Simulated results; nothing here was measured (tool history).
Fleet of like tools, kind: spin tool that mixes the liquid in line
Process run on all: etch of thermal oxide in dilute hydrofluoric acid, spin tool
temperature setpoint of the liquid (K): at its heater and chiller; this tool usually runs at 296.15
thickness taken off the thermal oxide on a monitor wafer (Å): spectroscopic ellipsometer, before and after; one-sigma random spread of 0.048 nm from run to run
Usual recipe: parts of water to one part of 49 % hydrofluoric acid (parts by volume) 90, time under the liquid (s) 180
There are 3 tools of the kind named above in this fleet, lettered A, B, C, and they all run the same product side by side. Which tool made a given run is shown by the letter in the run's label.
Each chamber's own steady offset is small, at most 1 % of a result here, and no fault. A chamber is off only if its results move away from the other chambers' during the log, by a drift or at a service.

run   hour  temperature setpoint of the liquid (K)  parts of water to one part of 49 % hydrofluoric acid (parts by volume)  time under the liquid (s)  read-back film thickness of the thermal oxide reference wafer, read on the same gauge (nm)  thickness taken off the thermal oxide on a monitor wafer (Å)
 1A    4.1                                  296.15                                                                      90                        180                                                                                      50.016                                                        92.231
 2B    6.9                                  296.15                                                                      90                        180                                                                                      50.022                                                        91.321
 3C     12                                  296.15                                                                      90                        180                                                                                      49.998                                                        91.274
 4A   15.9                                  296.15                                                                      90                        180                                                                                       50.02                                                        92.025
 5B   18.9                                  296.15                                                                      90                        180                                                                                       49.99                                                        91.093
 6C   23.9                                  296.15                                                                      90                        180                                                                                      49.965                                                        92.814
 7B   27.2                                  296.15                                                                      90                        180                                                                                      49.999                                                        92.018
 8C   31.7                                  296.15                                                                      90                        180                                                                                       50.01                                                        91.929
 9A   34.1                                  296.15                                                                      90                        130                                                                                      50.021                                                        66.252
10A   37.6                                  296.15                                                                      90                        130                                                                                      49.994                                                        66.642
11B   41.2                                  296.15                                                                      90                        130                                                                                      49.991                                                        66.382
12C   44.1                                  296.15                                                                      90                        180                                                                                      49.983                                                        92.065
13A   46.5                                  296.15                                                                      90                        180                                                                                      49.946                                                        91.849
14B   50.8                                  296.15                                                                      90                        180                                                                                      50.019                                                        93.191
15C   55.2                                  296.15                                                                      90                        180                                                                                      49.991                                                        91.303
16C   58.2                                  296.15                                                                      90                        180                                                                                      50.005                                                        91.843
17A   62.1                                  292.65                                                                      90                        180                                                                                      50.014                                                        80.213
18B   65.3                                  292.65                                                                      90                        180                                                                                      49.992                                                         81.48
19A   69.8                                  292.65                                                                      90                        180                                                                                      49.989                                                        79.312
20B   72.9                                  296.15                                                                      90                        180                                                                                      49.994                                                        94.041
21C   77.5                                  296.15                                                                      90                        180                                                                                      49.993                                                        92.003
22C   81.2                                  296.15                                                                      90                        180                                                                                      49.981                                                        91.318
23A   86.2                                  292.65                                                                      90                         85                                                                                      49.989                                                        37.841
24B   90.3                                  292.65                                                                      90                         85                                                                                      50.008                                                        39.214
25B   95.5                                  292.65                                                                      90                         85                                                                                      50.011                                                        39.536
26C     99                                  296.15                                                                      90                        180                                                                                      49.989                                                        92.163
27A  104.3                                  296.15                                                                      90                        180                                                                                      50.007                                                         92.44
28B  108.9                                  296.15                                                                      90                        180                                                                                      49.967                                                        96.131
29A  113.5                                  296.15                                                                      90                        180                                                                                      50.019                                                        91.291
30C  118.5                                  291.65                                                                      65                        180                                                                                      50.013                                                        110.45
31B    122                                  291.65                                                                      65                        180                                                                                      50.036                                                        114.72
32C  125.5                                  291.65                                                                      65                        180                                                                                      49.991                                                        109.78

Next, every chamber runs the same settings. What will each give?
33A  129.6                                  296.15                                                                      90                        180                                                                                                                                                         ?
33B  129.6                                  296.15                                                                      90                        180                                                                                                                                                         ?
33C  129.6                                  296.15                                                                      90                        180                                                                                                                                                         ?

run  thickness taken off the thermal oxide on a monitor wafer (Å)
33A                                                        92.483
33B                                                        97.821
33C                                                        92.171
